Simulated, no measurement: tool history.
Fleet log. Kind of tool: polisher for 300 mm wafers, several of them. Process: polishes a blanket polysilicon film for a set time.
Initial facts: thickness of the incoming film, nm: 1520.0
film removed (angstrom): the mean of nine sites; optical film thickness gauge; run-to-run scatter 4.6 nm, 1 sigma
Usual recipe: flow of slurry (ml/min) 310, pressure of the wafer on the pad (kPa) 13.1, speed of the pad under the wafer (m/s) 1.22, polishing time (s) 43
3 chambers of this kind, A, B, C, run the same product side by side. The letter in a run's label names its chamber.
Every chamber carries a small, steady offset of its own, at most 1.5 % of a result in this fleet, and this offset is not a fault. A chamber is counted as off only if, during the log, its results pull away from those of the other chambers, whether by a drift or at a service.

| run | hour | flow of slurry (ml/min) | pressure of the wafer on the pad (kPa) | speed of the pad under the wafer (m/s) | polishing time (s) | film removed (angstrom) |
|---|---|---|---|---|---|---|
| 1C | 8.7 | 310 | 13.1 | 1.22 | 43 | 3498.4 |
| 2B | 14.5 | 310 | 13.1 | 1.22 | 43 | 3456.1 |
| 3A | 19.5 | 310 | 13.1 | 1.22 | 43 | 3549.8 |
| 4A | 26.2 | 310 | 13.1 | 1.22 | 43 | 3405.6 |
| 5C | 36.7 | 310 | 13.1 | 1.22 | 43 | 3410.5 |
|  | 39.9 | chamber A: worn pad replaced by a new one |
| 6B | 44.1 | 310 | 13.1 | 1.22 | 43 | 3538.8 |
| 7C | 49.6 | 310 | 13.1 | 1.22 | 43 | 3479.8 |
|  | 51.7 | chamber C: worn pad replaced by a new one |
| 8A | 55.1 | 310 | 13.1 | 1.22 | 43 | 3608.2 |
| 9B | 63.8 | 310 | 13.1 | 1.44 | 32 | 3075.3 |
| 10C | 71.7 | 310 | 13.1 | 1.44 | 32 | 2991.6 |
| 11B | 80.1 | 310 | 13.1 | 1.44 | 32 | 3065.1 |
|  | 82.4 | chamber A: head pressure recalibrated |
| 12A | 88.3 | 310 | 13.1 | 1.22 | 43 | 3517.2 |
| 13C | 96.5 | 310 | 13.1 | 1.22 | 43 | 3423.8 |
| 14A | 102.8 | 310 | 13.1 | 1.22 | 43 | 3446.5 |
|  | 105.3 | chamber B: worn pad replaced by a new one |
| 15B | 108.8 | 310 | 13.1 | 0.84 | 56 | 3187.8 |
|  | 110.0 | chamber C: slurry nozzle cleaned |
| 16A | 119.0 | 310 | 13.1 | 0.84 | 56 | 3028.4 |
|  | 123.6 | chamber B: head pressure recalibrated |
|  | 124.3 | chamber A: worn pad replaced by a new one |
| 17B | 126.4 | 310 | 13.1 | 0.84 | 56 | 3106.1 |
| 18C | 132.5 | 310 | 13.1 | 1.22 | 43 | 3529.8 |
|  | 138.3 | chamber C: worn pad replaced by a new one |
| 19B | 141.5 | 310 | 13.1 | 1.22 | 43 | 3462.4 |
| 20A | 148.8 | 310 | 13.1 | 1.22 | 43 | 3495.7 |
| 21C | 157.8 | 310 | 13.1 | 1.22 | 43 | 3652.9 |
| 22B | 166.8 | 360 | 13.1 | 0.84 | 43 | 2406.1 |
| 23A | 174.8 | 360 | 13.1 | 0.84 | 43 | 2396.5 |
| 24C | 185.1 | 360 | 13.1 | 0.84 | 43 | 2512.3 |
| 25B | 192.9 | 310 | 13.1 | 1.22 | 43 | 3477.0 |
|  | 201.2 | chamber A: worn pad replaced by a new one |
| 26A | 203.3 | 310 | 13.1 | 1.58 | 43 | 4394.9 |
| 27C | 213.0 | 310 | 13.1 | 1.58 | 43 | 4709.0 |
| 28C | 221.1 | 310 | 13.1 | 1.58 | 43 | 4624.3 |
|  | 225.2 | chamber B: worn pad replaced by a new one |
| 29A | 226.2 | 310 | 13.1 | 1.22 | 43 | 3512.0 |
| 30B | 233.5 | 310 | 13.1 | 1.22 | 43 | 3512.1 |
|  | 236.5 | chamber C: worn pad replaced by a new one |
| 31B | 240.5 | 310 | 13.1 | 1.22 | 43 | 3454.1 |
| 32A | 246.4 | 310 | 13.1 | 1.22 | 43 | 3446.8 |
| 33C | 251.5 | 310 | 13.1 | 1.22 | 43 | 3639.9 |
| 34A | 260.5 | 310 | 13.1 | 1.22 | 43 | 3424.7 |
|  | 270.3 | chamber A: slurry nozzle cleaned |
| 35B | 270.6 | 310 | 13.1 | 1.22 | 43 | 3469.3 |
| 36C | 276.5 | 310 | 13.1 | 1.22 | 43 | 3718.3 |
|  | 281.6 | chamber A: worn pad replaced by a new one |
| 37B | 282.0 | 310 | 13.1 | 1.22 | 43 | 3507.7 |
| 38C | 291.9 | 310 | 13.1 | 1.22 | 43 | 3750.2 |
| 39A | 303.0 | 310 | 13.1 | 1.22 | 43 | 3496.5 |
| 40B | 311.3 | 265 | 13.1 | 1.52 | 43 | 4256.3 |
| 41A | 320.4 | 265 | 13.1 | 1.52 | 43 | 4254.4 |
| 42C | 327.1 | 265 | 13.1 | 1.52 | 43 | 4612.4 |

Next, every chamber runs the same settings. What will each give?
| 43A | 335.2 | 310 | 13.1 | 1.22 | 43 | ? |
| 43B | 335.2 | 310 | 13.1 | 1.22 | 43 | ? |
| 43C | 335.2 | 310 | 13.1 | 1.22 | 43 | ? |

| run | film removed (angstrom) |
|---|---|
| 43A | 3458.1 |
| 43B | 3517.0 |
| 43C | 3726.7 |

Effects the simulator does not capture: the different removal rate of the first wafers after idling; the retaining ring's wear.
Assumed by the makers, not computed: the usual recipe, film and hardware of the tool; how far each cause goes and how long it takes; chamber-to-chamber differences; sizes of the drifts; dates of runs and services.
